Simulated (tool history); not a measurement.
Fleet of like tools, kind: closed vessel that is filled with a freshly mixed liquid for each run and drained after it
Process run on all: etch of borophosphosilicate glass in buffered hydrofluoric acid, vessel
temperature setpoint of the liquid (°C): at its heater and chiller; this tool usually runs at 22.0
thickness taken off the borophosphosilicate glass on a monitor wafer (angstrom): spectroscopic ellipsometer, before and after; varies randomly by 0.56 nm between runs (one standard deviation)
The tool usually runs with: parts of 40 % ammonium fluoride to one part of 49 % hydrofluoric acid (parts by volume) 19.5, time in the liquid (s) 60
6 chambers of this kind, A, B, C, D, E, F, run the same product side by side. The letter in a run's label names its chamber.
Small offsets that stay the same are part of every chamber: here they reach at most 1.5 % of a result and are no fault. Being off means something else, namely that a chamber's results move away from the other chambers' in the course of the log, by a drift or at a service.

run	day	temperature setpoint of the liquid (°C)	parts of 40 % ammonium fluoride to one part of 49 % hydrofluoric acid (parts by volume)	time in the liquid (s)	hours since the thermometer was replaced	hours since the hydrofluoric acid flow meter was replaced	read-back film thickness of the borophosphosilicate glass reference wafer, read on the same gauge (nm)	thickness taken off the borophosphosilicate glass on a monitor wafer (angstrom)
1D	0.142	22.0	19.5	60	602.2	548.0	140.01	582.28
2B	0.367	22.0	19.5	60	555.9	321.5	140.00	580.63
3C	0.579	22.0	19.5	60	702.8	1257.0	139.99	575.97
4F	0.738	22.0	19.5	60	374.8	867.8	140.01	584.53
5A	1.029	25.5	19.5	80	273.3	445.4	140.00	933.79
6E	1.192	25.5	19.5	80	1473.5	146.8	139.98	938.13
7A	1.504	25.5	19.5	80	284.7	456.8	140.00	936.07
8E	1.771	25.5	19.5	80	1487.4	160.7	139.99	927.94
9B	2.054	25.5	19.5	80	596.4	362.0	140.01	946.96
10D	2.300	25.5	19.5	80	654.0	599.8	139.99	932.18
11C	2.475	22.0	19.5	60	748.3	1302.5	139.99	580.44
12F	2.738	22.0	19.5	60	422.8	915.8	140.01	580.15
13F	3.046	19.0	13.0	60	430.2	923.2	140.01	724.95
14B	3.250	19.0	13.0	60	625.1	390.7	139.99	731.12
15E	3.538	19.0	13.0	60	1529.8	203.1	140.00	742.14
16A	3.854	19.0	13.0	60	341.1	513.2	140.01	752.44
17D	4.096	19.0	13.0	60	697.1	642.9	140.02	748.32
18C	4.250	19.0	13.0	60	790.9	1345.1	140.01	727.48
19C	4.425	22.0	19.5	60	795.1	1349.3	140.02	576.65
20F	4.646	22.0	19.5	60	468.6	961.6	139.98	584.42
21D	4.933	22.0	19.5	60	717.2	663.0	139.99	595.92
22A	5.150	22.0	19.5	60	372.2	544.3	140.02	602.93
23E	5.358	22.0	19.5	60	1573.5	246.8	140.01	575.18
24B	5.638	22.0	19.5	60	682.4	448.0	139.98	573.98
25E	5.796	22.0	19.5	60	1584.0	257.3	139.99	578.19
# day 5.888: chamber B: hydrofluoric acid flow meter replaced
26B	5.992	22.0	19.5	60	690.9	2.5	140.00	575.40
27A	6.154	22.0	19.5	60	396.3	568.4	139.99	610.67
28C	6.375	22.0	19.5	60	841.9	1396.1	139.99	579.82
29F	6.592	22.0	19.5	60	515.3	1008.3	140.00	572.70
30D	6.908	22.0	19.5	60	764.6	710.4	140.01	593.45
31F	7.192	22.0	19.5	60	529.7	1022.7	140.00	568.39
32B	7.417	22.0	19.5	60	725.1	36.7	140.00	574.33
33C	7.650	22.0	19.5	60	872.5	1426.7	140.01	579.46
34E	7.867	20.0	19.5	60	1633.7	307.0	139.99	520.74
35A	8.033	20.0	19.5	60	441.4	613.5	140.01	555.97
36D	8.238	20.0	19.5	60	796.5	742.3	139.99	526.80
37E	8.404	20.0	19.5	60	1646.6	319.9	139.98	508.88
38C	8.588	20.0	19.5	60	895.0	1449.2	140.00	524.66
39A	8.896	20.0	19.5	60	462.1	634.2	139.97	546.79

All chambers now run identical settings, listed one chamber a line with results as question marks. What results will each chamber show?
40A	9.129	22.0	27.0	60				?
40B	9.129	22.0	27.0	60				?
40C	9.129	22.0	27.0	60				?
40D	9.129	22.0	27.0	60				?
40E	9.129	22.0	27.0	60				?
40F	9.129	22.0	27.0	60				?

run	thickness taken off the borophosphosilicate glass on a monitor wafer (angstrom)
40A	481.44
40B	452.55
40C	452.13
40D	463.15
40E	457.78
40F	459.71
